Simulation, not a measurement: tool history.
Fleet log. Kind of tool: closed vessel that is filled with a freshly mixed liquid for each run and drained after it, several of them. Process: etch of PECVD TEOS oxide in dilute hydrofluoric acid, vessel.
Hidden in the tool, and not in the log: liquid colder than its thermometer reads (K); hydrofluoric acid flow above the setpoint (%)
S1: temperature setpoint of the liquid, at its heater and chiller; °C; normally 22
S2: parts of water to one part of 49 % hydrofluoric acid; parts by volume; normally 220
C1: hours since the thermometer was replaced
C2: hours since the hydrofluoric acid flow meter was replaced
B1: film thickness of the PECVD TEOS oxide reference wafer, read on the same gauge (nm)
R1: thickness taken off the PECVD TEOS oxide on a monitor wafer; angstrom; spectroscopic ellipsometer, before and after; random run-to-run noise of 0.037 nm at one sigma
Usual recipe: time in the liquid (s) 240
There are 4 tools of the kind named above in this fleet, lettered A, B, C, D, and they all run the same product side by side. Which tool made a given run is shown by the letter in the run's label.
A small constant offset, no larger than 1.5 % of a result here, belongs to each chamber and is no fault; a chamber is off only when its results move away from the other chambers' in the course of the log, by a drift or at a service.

Run 1D, hour 8.0: usual settings; C1 1085.7; C2 520.0; B1 90.006. Result: R1 77.350 angstrom.
Run 2B, hour 16.8: usual settings; C1 843.0; C2 47.2; B1 89.956. Result: R1 76.609 angstrom.
Run 3C, hour 27.8: usual settings; C1 807.3; C2 142.2; B1 90.002. Result: R1 75.175 angstrom.
Run 4A, hour 37.1: usual settings; C1 119.7; C2 793.2; B1 89.964. Result: R1 76.053 angstrom.
Run 5D, hour 46.3: usual settings; C1 1124.0; C2 558.3; B1 90.018. Result: R1 76.169 angstrom.
Run 6C, hour 54.6: usual settings but S2 305 parts by volume, time in the liquid (s) 370; C1 834.1; C2 169.0; B1 89.946. Result: R1 76.830 angstrom.
Run 7B, hour 65.5: usual settings but S2 305 parts by volume, time in the liquid (s) 370; C1 891.7; C2 95.9; B1 89.979. Result: R1 77.632 angstrom.
Run 8A, hour 75.5: usual settings but S2 305 parts by volume, time in the liquid (s) 370; C1 158.1; C2 831.6; B1 89.990. Result: R1 78.041 angstrom.
Run 9D, hour 84.8: usual settings but S2 305 parts by volume, time in the liquid (s) 370; C1 1162.5; C2 596.8; B1 89.983. Result: R1 78.677 angstrom.
Run 10B, hour 91.3: usual settings; C1 917.5; C2 121.7; B1 90.018. Result: R1 76.221 angstrom.
Run 11C, hour 99.0: usual settings; C1 878.5; C2 213.4; B1 89.962. Result: R1 75.243 angstrom.
Run 12A, hour 107.7: usual settings; C1 190.3; C2 863.8; B1 89.983. Result: R1 76.096 angstrom.
Run 13A, hour 117.5: usual settings; C1 200.1; C2 873.6; B1 89.984. Result: R1 76.458 angstrom.
Run 14B, hour 128.6: usual settings; C1 954.8; C2 159.0; B1 90.020. Result: R1 76.696 angstrom.
Run 15C, hour 138.8: usual settings; C1 918.3; C2 253.2; B1 89.994. Result: R1 75.583 angstrom.
Run 16D, hour 146.6: usual settings but S1 18 °C; C1 1224.3; C2 658.6; B1 90.028. Result: R1 66.132 angstrom.
Run 17D, hour 153.6: usual settings but S1 18 °C; C1 1231.3; C2 665.6; B1 90.039. Result: R1 65.568 angstrom.
Run 18B, hour 163.5: usual settings but S1 18 °C; C1 989.7; C2 193.9; B1 90.061. Result: R1 65.512 angstrom.
Run 19A, hour 171.2: usual settings but S1 18 °C; C1 253.8; C2 927.3; B1 90.045. Result: R1 65.078 angstrom.
At hour 174.4: chamber B: thermometer replaced.
Run 20C, hour 180.5: usual settings; C1 960.0; C2 294.9; B1 89.991. Result: R1 75.141 angstrom.
Run 21A, hour 186.7: usual settings; C1 269.3; C2 942.8; B1 90.045. Result: R1 75.890 angstrom.
Run 22B, hour 197.3: usual settings; C1 23.0; C2 227.7; B1 89.985. Result: R1 76.481 angstrom.
Run 23D, hour 206.0: usual settings; C1 1283.7; C2 718.0; B1 89.987. Result: R1 76.522 angstrom.
Run 24C, hour 216.7: usual settings; C1 996.2; C2 331.1; B1 90.021. Result: R1 75.112 angstrom.
Run 25C, hour 226.1: usual settings but S1 18 °C, S2 130 parts by volume; C1 1005.6; C2 340.5; B1 90.000. Result: R1 121.220 angstrom.
Run 26A, hour 231.6: usual settings but S1 18 °C, S2 130 parts by volume; C1 314.2; C2 987.7; B1 89.985. Result: R1 120.280 angstrom.
Run 27D, hour 241.1: usual settings but S1 18 °C, S2 130 parts by volume; C1 1318.8; C2 753.1; B1 89.996. Result: R1 120.700 angstrom.
Run 28B, hour 251.3: usual settings but S1 18 °C, S2 130 parts by volume; C1 77.0; C2 281.7; B1 89.979. Result: R1 122.100 angstrom.
Run 29D, hour 256.5: usual settings; C1 1334.2; C2 768.5; B1 89.985. Result: R1 76.013 angstrom.
Run 30A, hour 263.8: usual settings; C1 346.4; C2 1019.9; B1 89.999. Result: R1 75.630 angstrom.
Run 31B, hour 269.4: usual settings; C1 95.1; C2 299.8; B1 89.971. Result: R1 76.195 angstrom.

For the next run the whole fleet of 4 chambers uses the same settings. Give each chamber's results:
Run 32A, hour 277.7: usual settings. Result: R1 ?.
Run 32B, hour 277.7: usual settings. Result: R1 ?.
Run 32C, hour 277.7: usual settings. Result: R1 ?.
Run 32D, hour 277.7: usual settings. Result: R1 ?.

run      R1
32A  76.394
32B  76.422
32C  75.645
32D  76.075
